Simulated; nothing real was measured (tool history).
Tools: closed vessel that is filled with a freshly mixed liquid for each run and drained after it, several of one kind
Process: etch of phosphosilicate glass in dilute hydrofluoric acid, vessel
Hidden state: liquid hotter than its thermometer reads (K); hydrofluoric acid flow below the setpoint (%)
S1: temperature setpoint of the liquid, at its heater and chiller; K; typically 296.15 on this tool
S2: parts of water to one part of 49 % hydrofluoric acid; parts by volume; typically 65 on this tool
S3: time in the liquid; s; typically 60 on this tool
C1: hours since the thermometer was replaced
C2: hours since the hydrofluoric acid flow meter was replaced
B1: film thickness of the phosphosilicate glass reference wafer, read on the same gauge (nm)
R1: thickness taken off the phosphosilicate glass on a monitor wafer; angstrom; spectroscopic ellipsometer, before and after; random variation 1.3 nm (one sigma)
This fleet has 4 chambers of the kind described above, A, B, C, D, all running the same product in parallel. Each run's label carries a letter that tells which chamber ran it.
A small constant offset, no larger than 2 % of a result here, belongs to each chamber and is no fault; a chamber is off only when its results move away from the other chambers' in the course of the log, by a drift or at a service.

run 1B hour=3.9 | S1=296.15 S2=65 S3=60 | C1=374.8 C2=1025.5 | B1=89.984 | R1=1304.0
run 2A hour=9.4 | S1=296.15 S2=65 S3=60 | C1=1383.4 C2=1113.9 | B1=90.024 | R1=1320.5
run 3D hour=12.2 | S1=296.15 S2=65 S3=60 | C1=735.2 C2=195.9 | B1=89.959 | R1=1296.4
-- hour=17.3 chamber D: thermometer replaced
run 4C hour=17.4 | S1=296.15 S2=65 S3=60 | C1=897.6 C2=972.6 | B1=90.008 | R1=1347.3
run 5D hour=20.5 | S1=296.15 S2=65 S3=60 | C1=3.2 C2=204.2 | B1=89.987 | R1=1306.6
run 6C hour=25.6 | S1=296.15 S2=65 S3=60 | C1=905.8 C2=980.8 | B1=90.000 | R1=1346.8
run 7A hour=30.4 | S1=296.15 S2=65 S3=60 | C1=1404.4 C2=1134.9 | B1=89.999 | R1=1315.4
run 8B hour=35.4 | S1=296.15 S2=65 S3=60 | C1=406.3 C2=1057.0 | B1=90.018 | R1=1306.9
run 9B hour=38.0 | S1=296.15 S2=65 S3=60 | C1=408.9 C2=1059.6 | B1=90.016 | R1=1319.0
run 10D hour=42.8 | S1=296.15 S2=65 S3=60 | C1=25.5 C2=226.5 | B1=89.999 | R1=1327.9
run 11C hour=46.6 | S1=296.15 S2=65 S3=60 | C1=926.8 C2=1001.8 | B1=90.008 | R1=1342.2
run 12A hour=51.9 | S1=296.15 S2=65 S3=60 | C1=1425.9 C2=1156.4 | B1=89.978 | R1=1326.4
run 13A hour=56.3 | S1=296.15 S2=65 S3=60 | C1=1430.3 C2=1160.8 | B1=89.969 | R1=1325.2
run 14C hour=61.5 | S1=296.15 S2=65 S3=60 | C1=941.7 C2=1016.7 | B1=90.005 | R1=1343.7
run 15B hour=65.2 | S1=296.15 S2=65 S3=60 | C1=436.1 C2=1086.8 | B1=90.010 | R1=1300.0
run 16D hour=70.7 | S1=296.15 S2=65 S3=60 | C1=53.4 C2=254.4 | B1=90.025 | R1=1331.9
run 17C hour=73.8 | S1=296.15 S2=65 S3=80 | C1=954.0 C2=1029.0 | B1=90.001 | R1=1771.0
run 18A hour=78.0 | S1=296.15 S2=65 S3=80 | C1=1452.0 C2=1182.5 | B1=90.005 | R1=1779.9
run 19B hour=82.1 | S1=296.15 S2=65 S3=80 | C1=453.0 C2=1103.7 | B1=89.981 | R1=1757.5
run 20D hour=84.6 | S1=296.15 S2=65 S3=80 | C1=67.3 C2=268.3 | B1=89.993 | R1=1764.5
run 21C hour=89.3 | S1=296.15 S2=65 S3=60 | C1=969.5 C2=1044.5 | B1=89.991 | R1=1305.9
run 22B hour=94.0 | S1=296.15 S2=45 S3=60 | C1=464.9 C2=1115.6 | B1=89.993 | R1=1936.8
run 23A hour=98.3 | S1=296.15 S2=45 S3=60 | C1=1472.3 C2=1202.8 | B1=90.013 | R1=1956.3
run 24D hour=102.7 | S1=296.15 S2=45 S3=60 | C1=85.4 C2=286.4 | B1=89.992 | R1=1947.4
run 25A hour=105.8 | S1=296.15 S2=45 S3=60 | C1=1479.8 C2=1210.3 | B1=90.005 | R1=1936.6
run 26B hour=108.8 | S1=296.15 S2=65 S3=60 | C1=479.7 C2=1130.4 | B1=89.997 | R1=1284.4
run 27D hour=113.2 | S1=296.15 S2=65 S3=60 | C1=95.9 C2=296.9 | B1=89.998 | R1=1309.4
run 28C hour=116.8 | S1=296.15 S2=65 S3=60 | C1=997.0 C2=1072.0 | B1=90.002 | R1=1281.9
run 29D hour=121.0 | S1=296.15 S2=65 S3=60 | C1=103.7 C2=304.7 | B1=90.001 | R1=1310.4
run 30A hour=124.4 | S1=296.15 S2=40 S3=60 | C1=1498.4 C2=1228.9 | B1=90.006 | R1=2189.9
run 31C hour=128.6 | S1=296.15 S2=40 S3=60 | C1=1008.8 C2=1083.8 | B1=90.005 | R1=2139.8
run 32B hour=134.0 | S1=296.15 S2=40 S3=60 | C1=504.9 C2=1155.6 | B1=89.999 | R1=2200.9
run 33C hour=138.4 | S1=296.15 S2=40 S3=60 | C1=1018.6 C2=1093.6 | B1=90.011 | R1=2123.3
run 34D hour=142.4 | S1=296.15 S2=65 S3=60 | C1=125.1 C2=326.1 | B1=89.998 | R1=1328.1
run 35B hour=145.8 | S1=296.15 S2=65 S3=60 | C1=516.7 C2=1167.4 | B1=90.020 | R1=1310.4
run 36A hour=148.3 | S1=293.15 S2=45 S3=60 | C1=1522.3 C2=1252.8 | B1=90.008 | R1=1724.2
run 37D hour=151.9 | S1=293.15 S2=45 S3=60 | C1=134.6 C2=335.6 | B1=89.996 | R1=1713.7
run 38A hour=155.0 | S1=293.15 S2=45 S3=60 | C1=1529.0 C2=1259.5 | B1=89.995 | R1=1708.6
run 39B hour=159.8 | S1=293.15 S2=45 S3=60 | C1=530.7 C2=1181.4 | B1=89.989 | R1=1725.4
run 40C hour=164.4 | S1=296.15 S2=65 S3=60 | C1=1044.6 C2=1119.6 | B1=90.019 | R1=1239.3
run 41C hour=168.5 | S1=296.15 S2=65 S3=60 | C1=1048.7 C2=1123.7 | B1=90.032 | R1=1240.2
run 42D hour=171.3 | S1=296.15 S2=65 S3=75 | C1=154.0 C2=355.0 | B1=90.000 | R1=1691.6

For the next run the whole fleet of 4 chambers uses the same settings. Give each chamber's results:
run 43A hour=175.4 | S1=296.15 S2=65 S3=80 | R1=?
run 43B hour=175.4 | S1=296.15 S2=65 S3=80 | R1=?
run 43C hour=175.4 | S1=296.15 S2=65 S3=80 | R1=?
run 43D hour=175.4 | S1=296.15 S2=65 S3=80 | R1=?

run=43A R1=1768.6
run=43B R1=1760.6
run=43C R1=1644.0
run=43D R1=1742.3
